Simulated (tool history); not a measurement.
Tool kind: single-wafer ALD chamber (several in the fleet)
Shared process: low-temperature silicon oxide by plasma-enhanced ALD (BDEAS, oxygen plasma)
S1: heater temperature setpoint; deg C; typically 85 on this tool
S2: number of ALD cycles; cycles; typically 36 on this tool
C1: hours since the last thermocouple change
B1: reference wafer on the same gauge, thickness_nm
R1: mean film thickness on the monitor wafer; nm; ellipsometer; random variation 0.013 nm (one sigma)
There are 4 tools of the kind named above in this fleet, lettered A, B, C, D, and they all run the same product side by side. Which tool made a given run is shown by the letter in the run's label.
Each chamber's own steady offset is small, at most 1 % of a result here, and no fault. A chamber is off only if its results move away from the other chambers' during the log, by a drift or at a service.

run     day  S1  S2      C1      B1      R1
 1C   0.283  85  36   413.5  4.7814  5.3964
 2B   0.675  85  36  1497.9  4.7794  5.4308
 3A   1.050  85  36   303.1  4.7813  5.4519
 4D   1.550  85  36  1229.8  4.7819  5.3923
 5D   1.888  78  30  1237.9  4.7807  4.6092
 6A   2.379  78  30   335.0  4.7785  4.6640
 7B   2.683  78  30  1546.1  4.7842  4.6386
 8C   3.117  78  30   481.5  4.7786  4.5938
 9A   3.404  85  36   359.6  4.7783  5.4398
10D   3.775  85  36  1283.2  4.7808  5.3904
11C   4.217  85  36   507.9  4.7813  5.3727
12B   4.633  85  36  1592.9  4.7809  5.4199
13C   4.992  85  36   526.5  4.7806  5.3682
14A   5.421  85  36   408.0  4.7823  5.4236
15D   5.842  85  36  1332.8  4.7819  5.3823
16B   6.071  85  36  1627.4  4.7806  5.4324
17A   6.362  85  36   430.6  4.7812  5.4110
18C   6.692  85  36   567.3  4.7789  5.3320
19D   7.025  85  36  1361.2  4.7782  5.3946
20B   7.250  85  36  1655.7  4.7794  5.4510
21C   7.729  85  36   592.2  4.7814  5.3571
22B   8.171  85  36  1677.8  4.7823  5.4429
23D   8.579  85  36  1398.5  4.7782  5.3736
24A   8.871  85  36   490.8  4.7808  5.4456
      8.912  -- chamber B: thermocouple changed; heater temperature recalibrated
25A   9.092  85  36   496.1  4.7764  5.4473
26B   9.500  93  39    14.1  4.7794  5.6960
27D   9.779  93  39  1427.3  4.7817  5.6735
28C  10.217  93  39   651.9  4.7803  5.6099
29A  10.633  93  39   533.1  4.7790  5.7425
30C  10.921  85  36   668.8  4.7809  5.3046
31D  11.329  85  36  1464.5  4.7787  5.3930

Is one chamber out of step, is the gauge drifting, or do the chambers differ by no more than their own small offsets? For an off chamber, give its letter and the likeliest cause.

One chamber, C, drifts off from the rest bit by bit.
Likeliest cause: wafer temperature above the value expected at the setpoint (K) = 4.43.

Below are 4 candidate recipes for chamber C's next run, each the usual settings with a change, their results shown as question marks. Which of them brings C's results back in line with what the other chambers give on the usual settings?
A result is in line if it is within this distance of the other chambers' mean on the usual settings: R1 0.0450 nm
32C-1  11.692  86  36           ?
32C-2  11.692  84  36           ?
32C-3  11.692  91  36           ?
32C-4  11.692  79  36           ?

The other chambers' mean on the usual settings: R1 5.4189 nm
  run      R1
32C-1  5.2932
32C-2  5.3298
32C-3  5.2017
32C-4  5.4213
It is 32C-4 that realigns the chamber with its peers.
